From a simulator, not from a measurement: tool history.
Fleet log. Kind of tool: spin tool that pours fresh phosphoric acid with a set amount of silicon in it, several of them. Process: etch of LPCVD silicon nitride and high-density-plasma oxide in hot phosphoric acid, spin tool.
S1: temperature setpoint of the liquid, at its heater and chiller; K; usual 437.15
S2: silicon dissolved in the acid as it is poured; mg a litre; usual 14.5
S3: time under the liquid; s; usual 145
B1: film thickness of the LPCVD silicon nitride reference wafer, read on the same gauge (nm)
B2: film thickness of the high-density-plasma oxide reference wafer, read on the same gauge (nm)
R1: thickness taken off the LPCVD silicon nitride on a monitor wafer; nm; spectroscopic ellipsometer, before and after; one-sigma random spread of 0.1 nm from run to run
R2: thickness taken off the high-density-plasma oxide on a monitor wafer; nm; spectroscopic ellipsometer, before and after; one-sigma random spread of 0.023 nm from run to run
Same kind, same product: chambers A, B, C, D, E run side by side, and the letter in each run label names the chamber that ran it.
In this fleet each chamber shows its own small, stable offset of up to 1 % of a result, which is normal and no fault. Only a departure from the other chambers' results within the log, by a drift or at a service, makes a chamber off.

run,hour,S1,S2,S3,B1,B2,R1,R2
1B,11.8,437.15,14.5,145,90.015,30.022,12.159,0.42790
# hour 12.5: chamber D: dissolved silicon flow meter replaced
2E,19.1,437.15,14.5,145,89.996,29.983,12.189,0.38893
3D,27.2,437.15,14.5,145,90.021,29.988,12.014,0.40165
4C,37.9,437.15,14.5,145,89.984,29.951,12.159,0.38651
5A,45.5,437.15,14.5,145,89.992,30.000,12.136,0.42294
6D,55.5,437.15,14.5,145,90.010,30.024,12.027,0.38072
7C,63.4,437.15,14.5,145,90.010,30.006,12.080,0.37084
8A,73.4,437.15,14.5,145,89.983,30.012,12.017,0.39614
9E,84.8,437.15,14.5,145,90.021,30.035,12.117,0.39415
10B,92.3,437.15,14.5,145,89.988,29.998,12.194,0.43055
11A,99.9,437.15,14.5,145,89.998,30.000,11.912,0.38989
# hour 103.0: chamber C: thermometer replaced
12E,109.3,437.15,14.5,145,90.018,30.027,12.182,0.40820
13D,121.4,437.15,14.5,145,90.029,29.995,11.581,0.35335
14B,130.3,437.15,14.5,145,90.020,29.968,11.984,0.38509
# hour 138.3: chamber E: dissolved silicon flow meter replaced
15C,139.6,437.15,14.5,145,90.011,29.986,11.877,0.40704
16B,145.5,437.15,14.5,145,89.983,30.029,12.017,0.38222
17E,156.6,437.15,14.5,145,89.984,29.991,11.999,0.43845
# hour 164.0: chamber C: dissolved silicon flow meter replaced
# hour 165.2: chamber C: heated supply line repaired
18A,168.7,437.15,14.5,145,90.003,30.020,12.016,0.35986
19C,176.4,437.15,14.5,145,89.992,30.031,12.060,0.39237
20D,188.5,437.15,14.5,145,89.993,30.007,11.090,0.32696
21E,200.1,437.15,14.5,145,90.012,29.976,12.154,0.41873
22C,210.9,439.15,14.5,200,90.002,29.998,17.545,0.62987
23A,216.6,439.15,14.5,200,89.995,30.001,17.484,0.61993
24D,228.6,439.15,14.5,200,89.998,30.003,16.374,0.51897
25B,240.9,439.15,14.5,200,89.997,30.011,17.949,0.66936
26E,246.5,439.15,14.5,200,90.003,30.031,17.916,0.62839
27B,251.9,437.15,14.5,145,89.985,29.978,11.931,0.37601
# hour 260.3: chamber E: heated supply line repaired
28D,262.3,437.15,14.5,145,90.001,30.006,10.998,0.30955
29A,271.7,437.15,14.5,145,90.013,30.018,12.026,0.41272
# hour 277.5: chamber D: thermometer replaced
30C,281.2,437.15,14.5,145,89.999,30.002,11.776,0.40262
31A,288.1,437.15,14.5,145,90.000,30.027,11.882,0.42114
32B,296.4,437.15,14.5,145,89.985,29.985,12.077,0.38938
33E,308.7,437.15,14.5,145,89.996,30.024,12.085,0.35830
34D,318.7,437.15,14.5,145,90.016,29.998,10.709,0.30432
35C,328.9,437.15,14.5,145,89.995,29.998,12.062,0.38321

Each of the 5 chambers runs these same settings next. Fill in every chamber's results:
36A,337.7,437.15,14.5,145,,,?,?
36B,337.7,437.15,14.5,145,,,?,?
36C,337.7,437.15,14.5,145,,,?,?
36D,337.7,437.15,14.5,145,,,?,?
36E,337.7,437.15,14.5,145,,,?,?

run,R1,R2
36A,12.002,0.42327
36B,11.956,0.37567
36C,11.854,0.38924
36D,10.471,0.27670
36E,11.775,0.41700
